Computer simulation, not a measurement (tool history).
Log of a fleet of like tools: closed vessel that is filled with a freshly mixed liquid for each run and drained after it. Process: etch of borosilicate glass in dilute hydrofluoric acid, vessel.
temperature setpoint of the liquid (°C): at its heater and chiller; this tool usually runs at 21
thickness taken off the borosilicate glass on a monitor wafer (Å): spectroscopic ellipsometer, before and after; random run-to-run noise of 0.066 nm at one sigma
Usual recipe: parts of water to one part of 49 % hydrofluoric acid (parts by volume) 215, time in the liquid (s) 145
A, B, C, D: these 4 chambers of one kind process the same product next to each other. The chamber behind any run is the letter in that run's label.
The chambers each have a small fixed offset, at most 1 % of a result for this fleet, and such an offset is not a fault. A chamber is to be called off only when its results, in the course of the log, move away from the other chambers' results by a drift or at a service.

run	day	temperature setpoint of the liquid (°C)	parts of water to one part of 49 % hydrofluoric acid (parts by volume)	time in the liquid (s)	hours since the thermometer was replaced	hours since the hydrofluoric acid flow meter was replaced	read-back film thickness of the borosilicate glass reference wafer, read on the same gauge (nm)	thickness taken off the borosilicate glass on a monitor wafer (Å)
1D	0.538	21	215	145	1020.0	421.3	29.989	119.110
2A	1.104	21	215	145	471.5	365.8	30.021	120.580
3C	1.575	21	215	145	295.7	1226.1	29.995	121.850
# day 1.775: chamber D: hydrofluoric acid flow meter replaced
4B	2.196	21	215	145	208.4	2127.3	29.983	119.810
5D	2.717	21	215	145	1072.3	22.6	30.010	119.880
6B	2.992	21	215	145	227.5	2146.4	30.008	120.490
7A	3.296	21	215	145	524.1	418.4	29.977	119.380
8C	3.654	21	280	70	345.6	1276.0	29.978	41.375
9D	4.179	21	280	70	1107.4	57.7	29.983	41.940
10B	4.721	21	280	70	269.0	2187.9	29.996	41.479
11A	5.304	21	280	70	572.3	466.6	29.999	41.502
12C	5.633	21	215	145	393.1	1323.5	29.997	120.990
# day 5.704: chamber B: hydrofluoric acid flow meter replaced
13D	5.933	21	215	145	1149.5	99.8	30.000	120.470
14B	6.446	21	215	145	310.4	17.9	30.000	120.040
15C	7.071	21	215	145	427.6	1358.0	30.029	120.630
16A	7.354	17	300	145	621.5	515.8	30.000	67.278
17D	7.658	17	300	145	1190.9	141.2	30.000	68.443
18A	8.296	17	300	145	644.1	538.4	29.997	67.287
19B	8.912	17	300	145	369.6	77.1	30.013	69.153
20C	9.321	21	215	90	481.6	1412.0	29.990	74.783
21B	9.679	21	215	90	388.0	95.5	30.014	75.144
22A	10.225	21	215	90	690.4	584.7	29.989	72.249
23C	10.696	21	215	90	514.6	1445.0	29.993	75.058
24D	11.217	21	215	145	1276.3	226.6	29.994	120.380
25D	11.517	21	165	145	1283.5	233.8	30.012	165.400
26B	11.892	21	165	145	441.1	148.6	29.980	163.910
27A	12.358	21	165	145	741.6	635.9	29.998	158.090
28C	12.992	21	165	145	569.7	1500.1	29.976	167.170
29A	13.362	21	215	145	765.7	660.0	30.015	114.970
30C	13.758	21	215	145	588.1	1518.5	29.989	122.030
31D	14.329	21	215	145	1351.0	301.3	29.994	118.940
32B	14.900	21	215	145	513.3	220.8	30.015	120.860
33B	15.500	21	215	75	527.7	235.2	30.012	62.683
34A	16.138	21	215	75	832.3	726.6	29.987	59.296
35D	16.658	21	215	75	1406.9	357.2	30.022	61.919
36C	17.200	21	215	75	670.7	1601.1	30.004	63.040
37B	17.688	21	215	145	580.2	287.7	30.018	119.510
38C	18.200	21	255	145	694.7	1625.1	29.987	98.298
39A	18.496	21	255	145	888.9	783.2	30.006	91.139
40D	19.050	21	255	145	1464.3	414.6	30.004	97.167
41B	19.592	21	255	145	625.9	333.4	29.990	97.943
# day 19.688: chamber D: hydrofluoric acid flow meter replaced
42D	19.958	21	215	145	1486.1	6.6	30.000	119.630
43A	20.508	21	215	145	937.2	831.5	30.021	111.810

Each of the 4 chambers runs these same settings next. Fill in every chamber's results:
44A	20.967	21	170	145				?
44B	20.967	21	170	145				?
44C	20.967	21	170	145				?
44D	20.967	21	170	145				?

run	thickness taken off the borosilicate glass on a monitor wafer (Å)
44A	146.580
44B	158.620
44C	163.260
44D	159.090
